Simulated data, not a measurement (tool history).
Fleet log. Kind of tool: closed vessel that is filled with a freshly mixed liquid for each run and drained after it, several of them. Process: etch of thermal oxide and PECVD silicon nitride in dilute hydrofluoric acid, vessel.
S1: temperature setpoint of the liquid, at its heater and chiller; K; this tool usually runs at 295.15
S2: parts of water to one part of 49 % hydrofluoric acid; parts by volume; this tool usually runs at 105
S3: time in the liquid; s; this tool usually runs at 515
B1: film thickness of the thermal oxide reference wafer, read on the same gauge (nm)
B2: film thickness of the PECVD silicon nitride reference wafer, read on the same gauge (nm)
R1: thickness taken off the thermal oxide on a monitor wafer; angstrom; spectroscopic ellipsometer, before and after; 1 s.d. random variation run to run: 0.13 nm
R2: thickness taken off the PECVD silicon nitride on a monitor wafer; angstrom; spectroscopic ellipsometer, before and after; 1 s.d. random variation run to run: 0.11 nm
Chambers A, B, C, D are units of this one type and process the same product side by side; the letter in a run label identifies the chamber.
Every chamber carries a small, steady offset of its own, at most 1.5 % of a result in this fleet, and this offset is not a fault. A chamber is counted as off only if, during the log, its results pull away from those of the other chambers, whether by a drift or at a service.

Run 1C, hour 4.0: usual settings; B1 70.018; B2 70.027. Result: R1 218.15 angstrom, R2 113.300 angstrom.
Run 2A, hour 8.1: usual settings; B1 69.975; B2 69.978. Result: R1 217.62 angstrom, R2 112.900 angstrom.
Run 3B, hour 13.7: usual settings; B1 69.999; B2 69.987. Result: R1 221.19 angstrom, R2 114.770 angstrom.
Run 4D, hour 17.2: usual settings; B1 69.951; B2 69.989. Result: R1 217.20 angstrom, R2 111.910 angstrom.
Run 5A, hour 21.8: usual settings; B1 70.005; B2 69.991. Result: R1 215.56 angstrom, R2 113.870 angstrom.
Run 6D, hour 26.6: usual settings; B1 70.024; B2 70.008. Result: R1 217.69 angstrom, R2 115.040 angstrom.
Run 7C, hour 30.2: usual settings; B1 70.040; B2 70.020. Result: R1 217.45 angstrom, R2 110.320 angstrom.
Run 8B, hour 35.6: usual settings; B1 69.995; B2 69.984. Result: R1 218.27 angstrom, R2 113.310 angstrom.
Run 9A, hour 42.8: usual settings; B1 69.992; B2 69.988. Result: R1 218.18 angstrom, R2 112.080 angstrom.
Run 10D, hour 46.8: usual settings; B1 70.003; B2 70.010. Result: R1 218.02 angstrom, R2 113.000 angstrom.
Run 11C, hour 53.0: usual settings; B1 70.008; B2 70.010. Result: R1 217.85 angstrom, R2 110.280 angstrom.
Run 12B, hour 58.2: usual settings; B1 70.016; B2 69.994. Result: R1 219.40 angstrom, R2 112.430 angstrom.
Run 13C, hour 61.8: usual settings but S3 750 s; B1 70.002; B2 69.997. Result: R1 316.79 angstrom, R2 165.700 angstrom.
Run 14B, hour 67.6: usual settings but S3 750 s; B1 70.022; B2 70.040. Result: R1 317.99 angstrom, R2 164.120 angstrom.
Run 15A, hour 72.6: usual settings but S3 750 s; B1 70.009; B2 69.984. Result: R1 311.25 angstrom, R2 161.850 angstrom.
Run 16D, hour 77.8: usual settings but S3 750 s; B1 69.992; B2 70.006. Result: R1 318.84 angstrom, R2 165.340 angstrom.
Run 17C, hour 81.5: usual settings; B1 70.011; B2 69.998. Result: R1 216.91 angstrom, R2 112.270 angstrom.
Run 18B, hour 86.8: usual settings; B1 70.007; B2 69.967. Result: R1 217.85 angstrom, R2 113.090 angstrom.
At hour 89.2: chamber D: hydrofluoric acid flow meter replaced.
Run 19D, hour 91.8: usual settings; B1 70.022; B2 69.980. Result: R1 218.32 angstrom, R2 111.060 angstrom.
Run 20A, hour 99.0: usual settings; B1 69.988; B2 70.033. Result: R1 209.05 angstrom, R2 107.990 angstrom.
Run 21C, hour 105.9: usual settings; B1 69.986; B2 69.998. Result: R1 219.77 angstrom, R2 112.050 angstrom.
Run 22D, hour 111.5: usual settings; B1 70.031; B2 70.006. Result: R1 217.41 angstrom, R2 112.760 angstrom.
Run 23A, hour 115.6: usual settings; B1 70.047; B2 70.020. Result: R1 208.96 angstrom, R2 106.380 angstrom.
Run 24B, hour 119.9: usual settings; B1 70.011; B2 70.011. Result: R1 218.74 angstrom, R2 113.560 angstrom.
Run 25A, hour 125.0: usual settings but S1 293.15 K, S3 280 s; B1 69.964; B2 70.015. Result: R1 104.22 angstrom, R2 50.836 angstrom.
Run 26D, hour 131.1: usual settings but S1 293.15 K, S3 280 s; B1 69.988; B2 69.998. Result: R1 109.45 angstrom, R2 53.965 angstrom.

Is one chamber off against the others, does the gauge drift, or is nothing wrong? If a chamber is off, say which, and what the likeliest cause is.

Chamber A drifts away from the others.
Likeliest cause: liquid colder than its thermometer reads (K) = 1.17.

Chamber A could run next with any of the 4 candidate recipes listed below; each alters the usual settings, and their results appear as question marks. Which one brings its results back in line with what the other chambers deliver on the usual settings?
A result is in line if it is within this distance of the other chambers' mean on the usual settings: R1 4.60 angstrom; R2 3.800 angstrom
Run 27A-1, hour 136.3: usual settings but S1 294.65 K, S3 500 s. Result: R1 ?, R2 ?.
Run 27A-2, hour 136.3: usual settings but S3 525 s. Result: R1 ?, R2 ?.
Run 27A-3, hour 136.3: usual settings but S3 505 s. Result: R1 ?, R2 ?.
Run 27A-4, hour 136.3: usual settings but S1 295.65 K, S3 530 s. Result: R1 ?, R2 ?.

The other chambers' mean on the usual settings: R1 218.07 angstrom; R2 112.900 angstrom
  run      R1       R2
27A-1  195.25   99.224
27A-2  209.23  107.770
27A-3  201.25  103.660
27A-4  215.54  112.520
With 27A-4, the chamber falls back in line with the rest.
